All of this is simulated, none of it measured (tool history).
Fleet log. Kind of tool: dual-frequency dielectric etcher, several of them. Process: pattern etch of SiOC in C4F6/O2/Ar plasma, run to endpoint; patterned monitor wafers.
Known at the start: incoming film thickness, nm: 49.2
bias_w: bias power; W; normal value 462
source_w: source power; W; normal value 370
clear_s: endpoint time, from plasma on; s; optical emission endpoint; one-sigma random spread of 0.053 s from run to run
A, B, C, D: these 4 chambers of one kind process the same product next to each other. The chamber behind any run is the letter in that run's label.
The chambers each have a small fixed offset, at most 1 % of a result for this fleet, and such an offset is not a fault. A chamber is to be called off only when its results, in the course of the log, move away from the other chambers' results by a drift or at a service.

run   hour  bias_w  source_w  clear_s
 1D    3.7     462       370   17.400
 2A    7.5     462       370   17.650
 3C   13.0     462       370   17.737
 4B   19.2     462       370   17.455
 5C   23.2     462       370   17.795
 6A   28.7     462       370   17.631
 7B   36.2     462       370   17.458
 8D   42.6     462       370   17.516
 9A   46.6     462       370   17.671
10B   54.8     462       370   17.507
11D   60.3     462       370   17.461
12C   66.2     462       370   17.776
13C   72.3     462       370   17.741
14A   76.5     462       370   17.702
15B   81.6     462       370   17.663
16D   86.3     462       370   17.467
17C   92.5     462       370   17.729
18B   97.7     462       430   16.711
19D  103.7     462       430   16.586
20A  110.8     462       430   16.629
21C  116.4     462       430   16.735
22B  121.0     462       410   17.102
23D  126.3     462       410   16.853
24A  130.1     462       410   16.964
25C  138.6     462       410   17.084
26D  146.1     462       370   17.465
27A  153.3     462       370   17.666
28B  158.3     462       370   18.012
29A  164.9     462       370   17.737
30C  169.7     462       370   17.795
31D  173.9     462       370   17.477

The same settings go to every chamber for the next run, one line per chamber below. Forecast the results for each:
32A  180.0     462       370        ?
32B  180.0     462       370        ?
32C  180.0     462       370        ?
32D  180.0     462       370        ?

run  clear_s
32A   17.719
32B   18.174
32C   17.730
32D   17.514
